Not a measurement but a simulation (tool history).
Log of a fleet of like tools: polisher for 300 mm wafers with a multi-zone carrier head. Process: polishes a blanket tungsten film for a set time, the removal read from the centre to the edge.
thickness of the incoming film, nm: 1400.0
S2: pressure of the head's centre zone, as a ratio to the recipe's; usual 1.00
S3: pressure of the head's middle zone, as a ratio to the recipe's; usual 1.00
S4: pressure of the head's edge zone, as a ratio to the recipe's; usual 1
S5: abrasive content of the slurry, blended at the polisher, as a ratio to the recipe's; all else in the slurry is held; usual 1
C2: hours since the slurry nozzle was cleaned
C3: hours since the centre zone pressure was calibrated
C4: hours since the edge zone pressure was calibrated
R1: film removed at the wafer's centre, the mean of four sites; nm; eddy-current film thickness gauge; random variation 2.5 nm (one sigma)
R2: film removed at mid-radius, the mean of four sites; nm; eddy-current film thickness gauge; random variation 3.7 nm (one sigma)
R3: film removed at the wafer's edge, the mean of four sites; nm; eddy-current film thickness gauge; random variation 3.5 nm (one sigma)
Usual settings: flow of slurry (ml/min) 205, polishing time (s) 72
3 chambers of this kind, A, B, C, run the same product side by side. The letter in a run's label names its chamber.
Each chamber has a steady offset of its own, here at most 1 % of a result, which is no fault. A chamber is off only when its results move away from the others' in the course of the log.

-- hour=0.1 chamber C: worn pad replaced by a new one
-- hour=5.7 chamber A: worn pad replaced by a new one
run 1C hour=11.9 | flow_of_slurry_(ml/min)=205 S2=1.00 S3=1.00 S4=1 S5=1 polishing_time_(s)=72 | wafers_polished_on_this_pad=132 C2=788.8 C3=123.3 C4=957.1 | R1=412.92 R2=419.18 R3=416.30
-- hour=14.4 chamber C: slurry nozzle cleaned
run 2A hour=21.1 | flow_of_slurry_(ml/min)=205 S2=1.00 S3=1.00 S4=1 S5=1 polishing_time_(s)=72 | wafers_polished_on_this_pad=172 C2=131.6 C3=814.1 C4=412.2 | R1=416.56 R2=412.75 R3=416.25
run 3B hour=29.1 | flow_of_slurry_(ml/min)=205 S2=1.00 S3=1.00 S4=1 S5=1 polishing_time_(s)=72 | wafers_polished_on_this_pad=848 C2=307.5 C3=223.9 C4=1126.7 | R1=416.82 R2=415.79 R3=415.85
-- hour=38.2 chamber B: edge zone pressure recalibrated
run 4C hour=38.4 | flow_of_slurry_(ml/min)=205 S2=1.00 S3=1.00 S4=1 S5=1 polishing_time_(s)=72 | wafers_polished_on_this_pad=426 C2=24.1 C3=149.8 C4=983.6 | R1=407.86 R2=414.08 R3=419.70
-- hour=40.7 chamber C: edge zone pressure recalibrated
run 5A hour=47.4 | flow_of_slurry_(ml/min)=140 S2=1.00 S3=1.00 S4=1 S5=1 polishing_time_(s)=88 | wafers_polished_on_this_pad=464 C2=157.9 C3=840.4 C4=438.5 | R1=471.76 R2=479.88 R3=484.35
run 6B hour=57.4 | flow_of_slurry_(ml/min)=140 S2=1.00 S3=1.00 S4=1 S5=1 polishing_time_(s)=88 | wafers_polished_on_this_pad=1163 C2=335.8 C3=252.2 C4=19.3 | R1=472.58 R2=467.77 R3=481.28
run 7C hour=65.7 | flow_of_slurry_(ml/min)=140 S2=1.00 S3=1.00 S4=1 S5=1 polishing_time_(s)=88 | wafers_polished_on_this_pad=730 C2=51.4 C3=177.1 C4=25.1 | R1=465.84 R2=477.47 R3=477.01
run 8A hour=76.7 | flow_of_slurry_(ml/min)=205 S2=1.00 S3=1.00 S4=1 S5=1 polishing_time_(s)=72 | wafers_polished_on_this_pad=790 C2=187.2 C3=869.7 C4=467.8 | R1=412.20 R2=425.62 R3=412.26
run 9B hour=84.1 | flow_of_slurry_(ml/min)=205 S2=1.00 S3=1.00 S4=1 S5=1 polishing_time_(s)=72 | wafers_polished_on_this_pad=1459 C2=362.5 C3=278.9 C4=46.0 | R1=417.59 R2=409.01 R3=409.71
-- hour=85.7 chamber B: worn pad replaced by a new one
run 10B hour=90.2 | flow_of_slurry_(ml/min)=205 S2=1.00 S3=1.00 S4=1 S5=1 polishing_time_(s)=72 | wafers_polished_on_this_pad=50 C2=368.6 C3=285.0 C4=52.1 | R1=420.88 R2=409.45 R3=408.67
-- hour=90.4 chamber A: worn pad replaced by a new one
-- hour=95.0 chamber C: worn pad replaced by a new one
run 11A hour=99.2 | flow_of_slurry_(ml/min)=205 S2=1.00 S3=1.00 S4=1 S5=1 polishing_time_(s)=72 | wafers_polished_on_this_pad=97 C2=209.7 C3=892.2 C4=490.3 | R1=412.98 R2=410.94 R3=411.97
run 12C hour=109.4 | flow_of_slurry_(ml/min)=205 S2=1.00 S3=1.00 S4=1 S5=1 polishing_time_(s)=72 | wafers_polished_on_this_pad=160 C2=95.1 C3=220.8 C4=68.8 | R1=405.05 R2=414.98 R3=415.10
run 13C hour=120.9 | flow_of_slurry_(ml/min)=205 S2=1.00 S3=1.00 S4=1 S5=1 polishing_time_(s)=72 | wafers_polished_on_this_pad=288 C2=106.6 C3=232.3 C4=80.3 | R1=400.45 R2=413.84 R3=410.82
run 14B hour=131.4 | flow_of_slurry_(ml/min)=205 S2=1.00 S3=1.00 S4=1 S5=1 polishing_time_(s)=72 | wafers_polished_on_this_pad=508 C2=409.8 C3=326.2 C4=93.3 | R1=415.44 R2=408.78 R3=411.25
run 15A hour=142.4 | flow_of_slurry_(ml/min)=205 S2=0.88 S3=1.00 S4=1 S5=1 polishing_time_(s)=90 | wafers_polished_on_this_pad=578 C2=252.9 C3=935.4 C4=533.5 | R1=454.49 R2=517.16 R3=513.78
run 16A hour=153.5 | flow_of_slurry_(ml/min)=205 S2=0.88 S3=1.00 S4=1 S5=1 polishing_time_(s)=90 | wafers_polished_on_this_pad=701 C2=264.0 C3=946.5 C4=544.6 | R1=456.33 R2=518.07 R3=518.59
run 17B hour=161.5 | flow_of_slurry_(ml/min)=205 S2=0.88 S3=1.00 S4=1 S5=1 polishing_time_(s)=90 | wafers_polished_on_this_pad=843 C2=439.9 C3=356.3 C4=123.4 | R1=451.54 R2=512.65 R3=513.24
run 18C hour=173.1 | flow_of_slurry_(ml/min)=205 S2=1.00 S3=1.00 S4=1 S5=1 polishing_time_(s)=72 | wafers_polished_on_this_pad=868 C2=158.8 C3=284.5 C4=132.5 | R1=401.49 R2=414.44 R3=413.59
run 19C hour=183.3 | flow_of_slurry_(ml/min)=205 S2=1.00 S3=1.00 S4=1 S5=1 polishing_time_(s)=72 | wafers_polished_on_this_pad=981 C2=169.0 C3=294.7 C4=142.7 | R1=391.16 R2=413.72 R3=417.78
-- hour=186.4 chamber C: worn pad replaced by a new one
-- hour=191.1 chamber A: worn pad replaced by a new one
run 20B hour=194.3 | flow_of_slurry_(ml/min)=205 S2=1.00 S3=1.00 S4=1 S5=1 polishing_time_(s)=72 | wafers_polished_on_this_pad=1207 C2=472.7 C3=389.1 C4=156.2 | R1=414.67 R2=416.44 R3=409.25
run 21A hour=204.2 | flow_of_slurry_(ml/min)=205 S2=1.00 S3=1.00 S4=1 S5=1 polishing_time_(s)=72 | wafers_polished_on_this_pad=146 C2=314.7 C3=997.2 C4=595.3 | R1=410.26 R2=415.90 R3=413.72
run 22A hour=216.7 | flow_of_slurry_(ml/min)=205 S2=1.00 S3=1.00 S4=1 S5=1 polishing_time_(s)=72 | wafers_polished_on_this_pad=285 C2=327.2 C3=1009.7 C4=607.8 | R1=411.17 R2=418.95 R3=414.29
run 23B hour=229.6 | flow_of_slurry_(ml/min)=205 S2=1.00 S3=1.04 S4=1 S5=1 polishing_time_(s)=72 | wafers_polished_on_this_pad=1600 C2=508.0 C3=424.4 C4=191.5 | R1=417.07 R2=425.83 R3=410.98
-- hour=231.9 chamber B: worn pad replaced by a new one
run 24C hour=235.8 | flow_of_slurry_(ml/min)=205 S2=1.00 S3=1.04 S4=1 S5=1 polishing_time_(s)=72 | wafers_polished_on_this_pad=549 C2=221.5 C3=347.2 C4=195.2 | R1=389.61 R2=427.94 R3=415.48
run 25B hour=248.4 | flow_of_slurry_(ml/min)=205 S2=1.00 S3=1.04 S4=1 S5=1 polishing_time_(s)=72 | wafers_polished_on_this_pad=183 C2=526.8 C3=443.2 C4=210.3 | R1=419.69 R2=433.40 R3=408.98
run 26A hour=257.7 | flow_of_slurry_(ml/min)=205 S2=1.00 S3=1.00 S4=1 S5=1 polishing_time_(s)=72 | wafers_polished_on_this_pad=741 C2=368.2 C3=1050.7 C4=648.8 | R1=417.50 R2=424.62 R3=414.40
run 27C hour=267.7 | flow_of_slurry_(ml/min)=205 S2=1.00 S3=1.00 S4=1 S5=1 polishing_time_(s)=72 | wafers_polished_on_this_pad=904 C2=253.4 C3=379.1 C4=227.1 | R1=389.33 R2=411.75 R3=414.12
run 28B hour=276.9 | flow_of_slurry_(ml/min)=205 S2=1.00 S3=1.00 S4=1 S5=1 polishing_time_(s)=72 | wafers_polished_on_this_pad=500 C2=555.3 C3=471.7 C4=238.8 | R1=414.63 R2=412.93 R3=411.43
run 29A hour=285.2 | flow_of_slurry_(ml/min)=205 S2=1.00 S3=1.00 S4=1 S5=1 polishing_time_(s)=72 | wafers_polished_on_this_pad=1046 C2=395.7 C3=1078.2 C4=676.3 | R1=416.40 R2=417.07 R3=419.14
-- hour=290.7 chamber A: worn pad replaced by a new one
-- hour=291.0 chamber C: worn pad replaced by a new one
run 30C hour=291.0 | flow_of_slurry_(ml/min)=205 S2=1.00 S3=1.00 S4=1 S5=1 polishing_time_(s)=72 | wafers_polished_on_this_pad=0 C2=276.7 C3=402.4 C4=250.4 | R1=389.19 R2=420.84 R3=411.24
run 31C hour=299.5 | flow_of_slurry_(ml/min)=205 S2=1.00 S3=1.00 S4=1 S5=1 polishing_time_(s)=72 | wafers_polished_on_this_pad=94 C2=285.2 C3=410.9 C4=258.9 | R1=387.41 R2=419.14 R3=416.72
-- hour=302.1 chamber A: centre zone pressure recalibrated
run 32A hour=307.0 | flow_of_slurry_(ml/min)=205 S2=1.00 S3=1.00 S4=1 S5=1 polishing_time_(s)=72 | wafers_polished_on_this_pad=182 C2=417.5 C3=4.9 C4=698.1 | R1=418.47 R2=422.23 R3=415.94
run 33B hour=313.7 | flow_of_slurry_(ml/min)=205 S2=1.00 S3=1.00 S4=1 S5=1 polishing_time_(s)=72 | wafers_polished_on_this_pad=909 C2=592.1 C3=508.5 C4=275.6 | R1=415.36 R2=410.31 R3=409.76
run 34B hour=319.9 | flow_of_slurry_(ml/min)=205 S2=1.00 S3=1.00 S4=1 S5=1 polishing_time_(s)=72 | wafers_polished_on_this_pad=978 C2=598.3 C3=514.7 C4=281.8 | R1=413.26 R2=410.96 R3=410.64

Is one chamber off against the others, does the gauge drift, or is nothing wrong? If a chamber is off, say which, and what the likeliest cause is.

Chamber C drifts away from the others.
Cause: centre zone's pressure below its setpoint, % = 6.19.

Here are 4 candidates for chamber C's next run, each the usual settings with a change, their results left as question marks. Which one brings its results back in line with what the others give on the usual settings?
In line means no further than this from the other chambers' mean on the usual settings: R1 8.90 nm; R2 13.00 nm; R3 12.00 nm
run 35C-1 hour=329.3 | flow_of_slurry_(ml/min)=210 S2=1.06 S3=0.99 S4=0.98 S5=1 polishing_time_(s)=73 | R1=? R2=? R3=?
run 35C-2 hour=329.3 | flow_of_slurry_(ml/min)=200 S2=0.94 S3=1.01 S4=1.02 S5=1 polishing_time_(s)=71 | R1=? R2=? R3=?
run 35C-3 hour=329.3 | flow_of_slurry_(ml/min)=215 S2=1.11 S3=0.98 S4=0.96 S5=1 polishing_time_(s)=73 | R1=? R2=? R3=?
run 35C-4 hour=329.3 | flow_of_slurry_(ml/min)=200 S2=0.89 S3=1.02 S4=1.04 S5=1 polishing_time_(s)=71 | R1=? R2=? R3=?

The other chambers' mean on the usual settings: R1 415.70 nm; R2 414.46 nm; R3 414.01 nm
run=35C-1 R1=417.00 R2=416.39 R3=414.78
run=35C-2 R1=352.03 R2=409.94 R3=409.66
run=35C-3 R1=440.34 R2=413.74 R3=411.46
run=35C-4 R1=330.99 R2=413.76 R3=413.79
35C-1 brings the chamber back in line.
